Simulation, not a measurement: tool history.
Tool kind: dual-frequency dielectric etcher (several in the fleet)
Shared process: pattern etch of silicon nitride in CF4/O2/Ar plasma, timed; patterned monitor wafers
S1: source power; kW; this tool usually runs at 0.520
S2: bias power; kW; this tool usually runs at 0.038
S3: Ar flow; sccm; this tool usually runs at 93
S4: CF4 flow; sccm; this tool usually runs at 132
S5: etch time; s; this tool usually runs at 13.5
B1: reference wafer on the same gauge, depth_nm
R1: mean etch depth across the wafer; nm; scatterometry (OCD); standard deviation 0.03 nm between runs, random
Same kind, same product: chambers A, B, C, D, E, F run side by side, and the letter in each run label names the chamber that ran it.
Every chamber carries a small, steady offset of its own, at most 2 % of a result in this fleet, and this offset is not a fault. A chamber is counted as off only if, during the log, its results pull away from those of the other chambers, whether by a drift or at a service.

run   hour     S1     S2  S3   S4    S5      B1      R1
 1E    3.6  0.520  0.038  93  132  13.5  25.694  24.808
 2F    9.5  0.520  0.038  93  132  13.5  25.690  25.295
 3C   15.7  0.520  0.038  93  132  13.5  25.685  25.074
 4D   21.0  0.520  0.038  93  132  13.5  25.692  25.110
 5B   27.2  0.520  0.038  93  132  13.5  25.679  24.962
 6A   33.0  0.520  0.038  93  132  13.5  25.688  24.808
      36.9  -- chamber E: wet clean of the chamber
 7E   37.0  0.520  0.038  93  132  13.5  25.678  24.756
 8A   39.9  0.520  0.038  93  121  13.5  25.676  24.585
 9F   46.4  0.520  0.038  93  121  13.5  25.673  25.010
10C   53.0  0.520  0.038  93  121  13.5  25.659  24.789
      55.3  -- chamber A: wet clean of the chamber
11D   58.0  0.520  0.038  93  121  13.5  25.665  24.792
12B   62.0  0.520  0.038  93  121  13.5  25.658  24.708
      65.6  -- chamber B: wet clean of the chamber
13C   68.1  0.520  0.038  93  121  13.5  25.660  24.716
14F   73.9  0.520  0.038  93  132  13.5  25.650  25.215
15A   77.1  0.520  0.038  93  132  13.5  25.654  24.767
16D   81.7  0.520  0.038  93  132  13.5  25.644  25.067
17E   85.6  0.520  0.038  93  132  13.5  25.636  24.680
18B   90.9  0.520  0.038  93  132  11.5  25.644  21.226
      95.1  -- chamber C: wet clean of the chamber
19D   96.6  0.520  0.038  93  132  11.5  25.646  21.311
20A  101.6  0.520  0.038  93  132  11.5  25.633  21.077
21F  105.7  0.520  0.038  93  132  11.5  25.635  21.489
22E  109.6  0.520  0.038  93  132  11.5  25.620  21.042
23C  114.1  0.520  0.038  93  132  11.5  25.623  21.288
24B  119.8  0.520  0.038  93  132  13.5  25.615  24.853
25B  123.3  0.520  0.038  93  164  13.5  25.615  25.527
26D  129.3  0.520  0.038  93  164  13.5  25.612  25.559
27C  132.5  0.520  0.038  93  164  13.5  25.613  25.534
28A  137.2  0.520  0.038  93  164  13.5  25.615  25.319
29F  142.3  0.520  0.038  93  164  13.5  25.609  25.799
30E  147.5  0.520  0.038  93  164  13.5  25.598  25.245
31D  153.5  0.520  0.038  93  132  13.5  25.602  24.915
32A  160.0  0.520  0.038  93  132  13.5  25.597  24.706
33C  164.8  0.520  0.038  93  132  13.5  25.598  24.911
34B  171.2  0.520  0.047  93  132  13.5  25.592  26.711
35F  176.7  0.520  0.047  93  132  13.5  25.588  27.042
36E  182.8  0.520  0.047  93  132  13.5  25.569  26.460
37B  186.9  0.520  0.047  93  132  13.5  25.574  26.675

Is one chamber out of step, is the gauge drifting, or do the chambers differ by no more than their own small offsets? For an off chamber, give its letter and the likeliest cause.

The shared gauge is drifting. All chambers look as if they move in step, but none is off.
Likeliest cause: gauge reads low (%) = 0.494.
